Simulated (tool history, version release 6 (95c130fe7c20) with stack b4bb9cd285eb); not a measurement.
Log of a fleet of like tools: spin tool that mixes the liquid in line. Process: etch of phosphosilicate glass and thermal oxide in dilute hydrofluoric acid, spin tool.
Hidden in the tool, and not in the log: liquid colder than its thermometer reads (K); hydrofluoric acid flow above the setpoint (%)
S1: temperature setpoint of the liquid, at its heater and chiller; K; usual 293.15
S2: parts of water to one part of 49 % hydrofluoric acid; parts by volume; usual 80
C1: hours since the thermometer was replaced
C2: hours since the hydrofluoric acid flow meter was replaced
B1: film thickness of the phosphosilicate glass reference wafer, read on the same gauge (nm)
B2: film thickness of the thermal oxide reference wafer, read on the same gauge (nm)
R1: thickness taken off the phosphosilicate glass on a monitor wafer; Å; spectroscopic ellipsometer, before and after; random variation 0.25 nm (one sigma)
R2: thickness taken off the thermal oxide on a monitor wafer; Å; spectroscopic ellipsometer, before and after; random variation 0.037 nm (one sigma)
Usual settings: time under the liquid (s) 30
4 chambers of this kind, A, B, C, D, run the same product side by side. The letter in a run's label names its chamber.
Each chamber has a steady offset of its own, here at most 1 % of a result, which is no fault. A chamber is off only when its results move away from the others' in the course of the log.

run 1C hour=2.8 | S1=293.15 S2=80 time_under_the_liquid_(s)=30 | C1=700.1 C2=1048.5 | B1=70.022 B2=79.998 | R1=365.30 R2=15.347
run 2B hour=5.2 | S1=293.15 S2=80 time_under_the_liquid_(s)=30 | C1=197.4 C2=409.4 | B1=69.997 B2=80.030 | R1=369.53 R2=16.006
run 3D hour=8.3 | S1=293.15 S2=80 time_under_the_liquid_(s)=30 | C1=98.2 C2=440.7 | B1=69.979 B2=80.016 | R1=363.62 R2=14.941
run 4A hour=11.0 | S1=293.15 S2=80 time_under_the_liquid_(s)=30 | C1=362.8 C2=1348.3 | B1=69.968 B2=80.032 | R1=363.58 R2=15.314
run 5C hour=14.5 | S1=293.15 S2=80 time_under_the_liquid_(s)=30 | C1=711.8 C2=1060.2 | B1=69.986 B2=79.989 | R1=364.93 R2=15.666
run 6A hour=18.0 | S1=293.15 S2=80 time_under_the_liquid_(s)=30 | C1=369.8 C2=1355.3 | B1=70.001 B2=79.998 | R1=370.41 R2=15.228
run 7B hour=20.3 | S1=293.15 S2=80 time_under_the_liquid_(s)=30 | C1=212.5 C2=424.5 | B1=69.963 B2=80.009 | R1=369.11 R2=15.894
run 8D hour=23.4 | S1=293.15 S2=80 time_under_the_liquid_(s)=30 | C1=113.3 C2=455.8 | B1=69.979 B2=79.978 | R1=366.47 R2=16.154
run 9B hour=27.6 | S1=293.15 S2=80 time_under_the_liquid_(s)=30 | C1=219.8 C2=431.8 | B1=69.993 B2=79.986 | R1=366.08 R2=15.134
run 10A hour=29.9 | S1=293.15 S2=80 time_under_the_liquid_(s)=30 | C1=381.7 C2=1367.2 | B1=70.007 B2=79.977 | R1=368.64 R2=15.879
run 11D hour=32.2 | S1=293.15 S2=80 time_under_the_liquid_(s)=30 | C1=122.1 C2=464.6 | B1=70.019 B2=79.966 | R1=361.98 R2=15.388
run 12C hour=36.5 | S1=293.15 S2=80 time_under_the_liquid_(s)=30 | C1=733.8 C2=1082.2 | B1=70.006 B2=79.993 | R1=363.87 R2=15.146
run 13A hour=40.6 | S1=293.15 S2=80 time_under_the_liquid_(s)=30 | C1=392.4 C2=1377.9 | B1=69.984 B2=79.957 | R1=370.16 R2=15.544
run 14D hour=43.5 | S1=293.15 S2=65 time_under_the_liquid_(s)=20 | C1=133.4 C2=475.9 | B1=70.024 B2=79.967 | R1=302.57 R2=12.878
run 15B hour=46.6 | S1=293.15 S2=65 time_under_the_liquid_(s)=20 | C1=238.8 C2=450.8 | B1=70.013 B2=80.005 | R1=307.88 R2=13.249
run 16C hour=49.8 | S1=293.15 S2=65 time_under_the_liquid_(s)=20 | C1=747.1 C2=1095.5 | B1=69.983 B2=79.994 | R1=305.33 R2=13.556
run 17B hour=51.8 | S1=293.15 S2=65 time_under_the_liquid_(s)=20 | C1=244.0 C2=456.0 | B1=70.021 B2=80.010 | R1=304.04 R2=13.170
run 18C hour=54.8 | S1=293.15 S2=80 time_under_the_liquid_(s)=30 | C1=752.1 C2=1100.5 | B1=70.008 B2=79.996 | R1=364.15 R2=15.064
run 19D hour=57.1 | S1=293.15 S2=80 time_under_the_liquid_(s)=30 | C1=147.0 C2=489.5 | B1=70.007 B2=79.998 | R1=363.84 R2=15.431
run 20A hour=61.3 | S1=290.65 S2=50 time_under_the_liquid_(s)=30 | C1=413.1 C2=1398.6 | B1=70.020 B2=80.028 | R1=549.32 R2=22.554
run 21A hour=65.0 | S1=290.65 S2=50 time_under_the_liquid_(s)=30 | C1=416.8 C2=1402.3 | B1=69.984 B2=79.992 | R1=544.67 R2=22.302
run 22C hour=68.4 | S1=290.65 S2=50 time_under_the_liquid_(s)=30 | C1=765.7 C2=1114.1 | B1=69.978 B2=79.992 | R1=543.11 R2=22.349
run 23B hour=72.0 | S1=290.65 S2=50 time_under_the_liquid_(s)=30 | C1=264.2 C2=476.2 | B1=69.988 B2=80.002 | R1=542.83 R2=22.097
run 24D hour=74.4 | S1=293.15 S2=80 time_under_the_liquid_(s)=30 | C1=164.3 C2=506.8 | B1=70.009 B2=79.951 | R1=364.09 R2=15.456
run 25A hour=76.9 | S1=293.15 S2=80 time_under_the_liquid_(s)=30 | C1=428.7 C2=1414.2 | B1=70.000 B2=80.003 | R1=370.82 R2=15.822
run 26D hour=79.3 | S1=293.15 S2=80 time_under_the_liquid_(s)=30 | C1=169.2 C2=511.7 | B1=70.003 B2=79.981 | R1=365.37 R2=15.787
run 27C hour=82.5 | S1=293.15 S2=80 time_under_the_liquid_(s)=30 | C1=779.8 C2=1128.2 | B1=70.009 B2=79.990 | R1=369.63 R2=15.097
run 28B hour=86.4 | S1=293.15 S2=80 time_under_the_liquid_(s)=30 | C1=278.6 C2=490.6 | B1=70.031 B2=79.996 | R1=365.65 R2=15.725
run 29B hour=90.4 | S1=293.15 S2=80 time_under_the_liquid_(s)=30 | C1=282.6 C2=494.6 | B1=70.009 B2=79.975 | R1=363.96 R2=16.118
run 30D hour=93.7 | S1=293.15 S2=80 time_under_the_liquid_(s)=30 | C1=183.6 C2=526.1 | B1=70.032 B2=80.004 | R1=363.24 R2=14.898
run 31C hour=97.7 | S1=293.15 S2=80 time_under_the_liquid_(s)=30 | C1=795.0 C2=1143.4 | B1=70.019 B2=79.965 | R1=364.73 R2=15.088
run 32A hour=101.8 | S1=293.15 S2=80 time_under_the_liquid_(s)=30 | C1=453.6 C2=1439.1 | B1=70.012 B2=79.993 | R1=369.62 R2=15.741
run 33B hour=104.9 | S1=293.15 S2=40 time_under_the_liquid_(s)=45 | C1=297.1 C2=509.1 | B1=70.000 B2=79.998 | R1=1150.70 R2=48.990
run 34C hour=106.8 | S1=293.15 S2=40 time_under_the_liquid_(s)=45 | C1=804.1 C2=1152.5 | B1=70.005 B2=80.022 | R1=1162.10 R2=50.651
run 35D hour=108.9 | S1=293.15 S2=40 time_under_the_liquid_(s)=45 | C1=198.8 C2=541.3 | B1=69.997 B2=80.018 | R1=1161.90 R2=47.846
run 36A hour=113.2 | S1=293.15 S2=40 time_under_the_liquid_(s)=45 | C1=465.0 C2=1450.5 | B1=69.978 B2=80.023 | R1=1147.80 R2=48.278
run 37D hour=116.6 | S1=293.15 S2=80 time_under_the_liquid_(s)=30 | C1=206.5 C2=549.0 | B1=69.995 B2=80.004 | R1=364.33 R2=16.008
run 38C hour=120.5 | S1=293.15 S2=80 time_under_the_liquid_(s)=30 | C1=817.8 C2=1166.2 | B1=69.985 B2=80.015 | R1=364.66 R2=15.361
run 39B hour=124.1 | S1=293.15 S2=80 time_under_the_liquid_(s)=30 | C1=316.3 C2=528.3 | B1=70.028 B2=80.008 | R1=367.11 R2=15.422

Next, every chamber runs the same settings. What will each give?
run 40A hour=127.2 | S1=290.15 S2=80 time_under_the_liquid_(s)=30 | R1=? R2=?
run 40B hour=127.2 | S1=290.15 S2=80 time_under_the_liquid_(s)=30 | R1=? R2=?
run 40C hour=127.2 | S1=290.15 S2=80 time_under_the_liquid_(s)=30 | R1=? R2=?
run 40D hour=127.2 | S1=290.15 S2=80 time_under_the_liquid_(s)=30 | R1=? R2=?

run=40A R1=328.07 R2=13.972
run=40B R1=324.32 R2=13.558
run=40C R1=320.51 R2=13.662
run=40D R1=321.13 R2=13.912

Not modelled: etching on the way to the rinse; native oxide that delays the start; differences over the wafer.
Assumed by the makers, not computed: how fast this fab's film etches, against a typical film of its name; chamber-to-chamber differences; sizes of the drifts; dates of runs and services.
